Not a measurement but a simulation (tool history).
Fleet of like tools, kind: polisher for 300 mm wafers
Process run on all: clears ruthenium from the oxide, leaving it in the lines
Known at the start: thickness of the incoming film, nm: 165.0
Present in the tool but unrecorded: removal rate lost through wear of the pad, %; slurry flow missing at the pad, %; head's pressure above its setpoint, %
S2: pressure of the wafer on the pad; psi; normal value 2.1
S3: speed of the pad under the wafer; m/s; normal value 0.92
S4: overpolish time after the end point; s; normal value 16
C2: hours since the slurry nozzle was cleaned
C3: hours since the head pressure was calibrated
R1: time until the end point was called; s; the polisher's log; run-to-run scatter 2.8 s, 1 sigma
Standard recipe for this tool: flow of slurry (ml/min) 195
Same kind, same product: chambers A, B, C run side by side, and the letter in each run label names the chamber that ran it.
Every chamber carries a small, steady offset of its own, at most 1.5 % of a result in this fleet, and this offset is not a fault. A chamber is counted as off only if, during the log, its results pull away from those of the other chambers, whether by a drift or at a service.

At day 0.075: chamber B: worn pad replaced by a new one.
Run 1A, day 0.167: usual settings; wafers polished on this pad 438; C2 299.8; C3 286.6. Result: R1 149.42 s.
Run 2B, day 0.429: usual settings; wafers polished on this pad 73; C2 36.2; C3 860.9. Result: R1 148.31 s.
At day 0.525: chamber A: worn pad replaced by a new one.
Run 3C, day 0.629: usual settings; wafers polished on this pad 741; C2 742.2; C3 136.9. Result: R1 152.44 s.
At day 0.7: chamber B: head pressure recalibrated.
Run 4C, day 0.758: usual settings; wafers polished on this pad 768; C2 745.3; C3 140. Result: R1 152.57 s.
Run 5B, day 0.892: usual settings; wafers polished on this pad 168; C2 47.3; C3 4.7. Result: R1 146.68 s.
Run 6A, day 1.171: usual settings; wafers polished on this pad 133; C2 323.9; C3 310.7. Result: R1 147.99 s.
At day 1.25: chamber C: worn pad replaced by a new one.
Run 7C, day 1.433: usual settings but flow of slurry (ml/min) 130, S3 1.18 m/s; wafers polished on this pad 38; C2 761.5; C3 156.2. Result: R1 121.66 s.
At day 1.471: chamber A: slurry nozzle cleaned.
Run 8B, day 1.662: usual settings but flow of slurry (ml/min) 130, S3 1.18 m/s; wafers polished on this pad 326; C2 65.8; C3 23.2. Result: R1 122.03 s.
Run 9A, day 1.838: usual settings but flow of slurry (ml/min) 130, S3 1.18 m/s; wafers polished on this pad 270; C2 8.9; C3 326.7. Result: R1 123.55 s.
Run 10C, day 2.125: usual settings; wafers polished on this pad 180; C2 778.1; C3 172.8. Result: R1 147.1 s.
Run 11B, day 2.258: usual settings; wafers polished on this pad 448; C2 80.1; C3 37.5. Result: R1 145.76 s.
Run 12A, day 2.4: usual settings; wafers polished on this pad 385; C2 22.4; C3 340.2. Result: R1 146.76 s.
Run 13C, day 2.546: usual settings; wafers polished on this pad 266; C2 788.2; C3 182.9. Result: R1 144.81 s.
Run 14B, day 2.671: usual settings; wafers polished on this pad 533; C2 90; C3 47.4. Result: R1 140.86 s.
Run 15A, day 2.883: usual settings; wafers polished on this pad 484; C2 34; C3 351.8. Result: R1 145.36 s.
Run 16A, day 3.012: usual settings; wafers polished on this pad 511; C2 37.1; C3 354.9. Result: R1 143.13 s.
At day 3.042: chamber A: worn pad replaced by a new one.
Run 17C, day 3.304: usual settings but flow of slurry (ml/min) 255; wafers polished on this pad 422; C2 806.4; C3 201.1. Result: R1 139.54 s.
Run 18B, day 3.429: usual settings but flow of slurry (ml/min) 255; wafers polished on this pad 688; C2 108.2; C3 65.6. Result: R1 140.09 s.
Run 19B, day 3.704: usual settings but flow of slurry (ml/min) 255; wafers polished on this pad 745; C2 114.8; C3 72.2. Result: R1 136.03 s.
Run 20A, day 3.871: usual settings; wafers polished on this pad 170; C2 57.7; C3 375.5. Result: R1 148.86 s.
Run 21C, day 4.012: usual settings; wafers polished on this pad 567; C2 823.4; C3 218.1. Result: R1 147.92 s.
Run 22A, day 4.212: usual settings; wafers polished on this pad 240; C2 65.9; C3 383.7. Result: R1 145.94 s.
Run 23B, day 4.367: usual settings but flow of slurry (ml/min) 245, S3 1.18 m/s; wafers polished on this pad 881; C2 130.7; C3 88.1. Result: R1 109.59 s.
Run 24C, day 4.625: usual settings but flow of slurry (ml/min) 245, S3 1.18 m/s; wafers polished on this pad 693; C2 838.1; C3 232.8. Result: R1 108.88 s.
Run 25B, day 4.862: usual settings but flow of slurry (ml/min) 245, S3 1.18 m/s; wafers polished on this pad 983; C2 142.6; C3 100. Result: R1 111.2 s.
Run 26C, day 5.112: usual settings; wafers polished on this pad 793; C2 849.8; C3 244.5. Result: R1 148.26 s.
Run 27A, day 5.388: usual settings; wafers polished on this pad 482; C2 94.1; C3 411.9. Result: R1 139.5 s.
Run 28A, day 5.562: usual settings; wafers polished on this pad 518; C2 98.3; C3 416.1. Result: R1 146.9 s.
Run 29B, day 5.767: usual settings; wafers polished on this pad 1168; C2 164.3; C3 121.7. Result: R1 147.9 s.
Run 30C, day 5.9: usual settings; wafers polished on this pad 954; C2 868.7; C3 263.4. Result: R1 149.51 s.
Run 31B, day 6.15: usual settings; wafers polished on this pad 1247; C2 173.5; C3 130.9. Result: R1 142.95 s.
At day 6.375: chamber C: worn pad replaced by a new one.
Run 32C, day 6.375: usual settings; wafers polished on this pad 0; C2 880.1; C3 274.8. Result: R1 142.15 s.

Does one chamber stand apart from the rest, does the shared gauge drift, or is all well apart from small per-chamber offsets? Give the chamber and the most likely cause, where there is one.

No chamber is off and the gauge is stable; the differences are just each chamber's small, constant offset.
